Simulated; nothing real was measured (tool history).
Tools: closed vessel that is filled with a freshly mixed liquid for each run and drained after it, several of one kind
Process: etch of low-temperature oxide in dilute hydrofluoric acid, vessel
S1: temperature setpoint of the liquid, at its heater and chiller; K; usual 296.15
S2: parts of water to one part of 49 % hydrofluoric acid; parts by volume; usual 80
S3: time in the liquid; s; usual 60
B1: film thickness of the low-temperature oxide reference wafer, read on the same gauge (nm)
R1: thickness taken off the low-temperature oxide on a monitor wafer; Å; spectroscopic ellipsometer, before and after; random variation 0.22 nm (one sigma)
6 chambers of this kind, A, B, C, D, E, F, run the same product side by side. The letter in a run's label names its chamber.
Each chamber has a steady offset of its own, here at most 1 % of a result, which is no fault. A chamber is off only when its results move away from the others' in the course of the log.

run 1D hour=5.1 | S1=296.15 S2=80 S3=60 | B1=99.985 | R1=256.96
run 2B hour=9.4 | S1=296.15 S2=80 S3=60 | B1=99.994 | R1=256.79
run 3C hour=11.9 | S1=296.15 S2=80 S3=60 | B1=100.01 | R1=262.55
run 4F hour=15.3 | S1=296.15 S2=80 S3=60 | B1=99.969 | R1=260.77
run 5A hour=17.8 | S1=296.15 S2=80 S3=60 | B1=99.972 | R1=260.3
run 6E hour=20.7 | S1=296.15 S2=80 S3=60 | B1=100 | R1=258.17
run 7D hour=24.8 | S1=296.15 S2=80 S3=60 | B1=100 | R1=259.02
run 8E hour=29.8 | S1=296.15 S2=80 S3=60 | B1=100.01 | R1=261.9
run 9F hour=33.1 | S1=296.15 S2=80 S3=60 | B1=100.02 | R1=260.71
run 10B hour=36.1 | S1=296.15 S2=80 S3=60 | B1=100.01 | R1=261.88
run 11C hour=41 | S1=296.15 S2=80 S3=60 | B1=99.987 | R1=257.96
run 12A hour=44.4 | S1=296.15 S2=80 S3=60 | B1=99.991 | R1=260.27
run 13A hour=47.3 | S1=296.15 S2=80 S3=60 | B1=99.98 | R1=259.78
run 14F hour=50.5 | S1=296.15 S2=95 S3=45 | B1=100.01 | R1=160.6
run 15C hour=55.8 | S1=296.15 S2=95 S3=45 | B1=100.01 | R1=162.64
run 16E hour=60.3 | S1=296.15 S2=95 S3=45 | B1=100.01 | R1=161.09
run 17D hour=65.4 | S1=296.15 S2=95 S3=45 | B1=99.991 | R1=160.34
run 18B hour=69.5 | S1=296.15 S2=95 S3=45 | B1=100.01 | R1=163.78
run 19D hour=73.3 | S1=296.15 S2=95 S3=45 | B1=100.01 | R1=160.12
run 20B hour=76.5 | S1=296.15 S2=80 S3=75 | B1=99.998 | R1=333.26
run 21A hour=80.3 | S1=296.15 S2=80 S3=75 | B1=99.976 | R1=326.87
run 22E hour=83 | S1=296.15 S2=80 S3=75 | B1=99.992 | R1=331.49
run 23F hour=85.6 | S1=296.15 S2=80 S3=75 | B1=100.02 | R1=322.84
run 24C hour=89.6 | S1=296.15 S2=80 S3=75 | B1=99.994 | R1=327.42
run 25D hour=94.2 | S1=296.15 S2=80 S3=75 | B1=99.983 | R1=324.91
run 26A hour=97.1 | S1=296.15 S2=80 S3=60 | B1=99.967 | R1=262.54
run 27E hour=101.4 | S1=296.15 S2=80 S3=60 | B1=99.975 | R1=261.6
run 28F hour=105.4 | S1=296.15 S2=80 S3=60 | B1=100.01 | R1=259.96
run 29B hour=110.3 | S1=296.15 S2=80 S3=60 | B1=100.02 | R1=274.71
run 30C hour=114 | S1=296.15 S2=80 S3=60 | B1=99.976 | R1=256.07
run 31E hour=116.7 | S1=296.15 S2=80 S3=60 | B1=99.989 | R1=264.11
run 32A hour=119.8 | S1=296.15 S2=80 S3=60 | B1=99.992 | R1=263.54
run 33D hour=125.4 | S1=296.15 S2=80 S3=60 | B1=99.99 | R1=261.3
run 34B hour=130.5 | S1=296.15 S2=60 S3=75 | B1=99.992 | R1=485.39
run 35F hour=133.8 | S1=296.15 S2=60 S3=75 | B1=99.999 | R1=439.67
run 36C hour=138.7 | S1=296.15 S2=60 S3=75 | B1=99.988 | R1=445.09
run 37E hour=142.2 | S1=296.15 S2=60 S3=75 | B1=100.02 | R1=451.8
run 38B hour=145.1 | S1=296.15 S2=60 S3=75 | B1=99.98 | R1=498.84
run 39D hour=147.9 | S1=296.15 S2=60 S3=75 | B1=100 | R1=440.9
run 40C hour=152.7 | S1=296.15 S2=80 S3=60 | B1=99.985 | R1=259.35

All 6 chambers run these settings next. Forecast each chamber's results:
run 41A hour=156.8 | S1=299.65 S2=80 S3=60 | R1=?
run 41B hour=156.8 | S1=299.65 S2=80 S3=60 | R1=?
run 41C hour=156.8 | S1=299.65 S2=80 S3=60 | R1=?
run 41D hour=156.8 | S1=299.65 S2=80 S3=60 | R1=?
run 41E hour=156.8 | S1=299.65 S2=80 S3=60 | R1=?
run 41F hour=156.8 | S1=299.65 S2=80 S3=60 | R1=?

run=41A R1=299.47
run=41B R1=336.27
run=41C R1=303.28
run=41D R1=302.1
run=41E R1=302.1
run=41F R1=298.44

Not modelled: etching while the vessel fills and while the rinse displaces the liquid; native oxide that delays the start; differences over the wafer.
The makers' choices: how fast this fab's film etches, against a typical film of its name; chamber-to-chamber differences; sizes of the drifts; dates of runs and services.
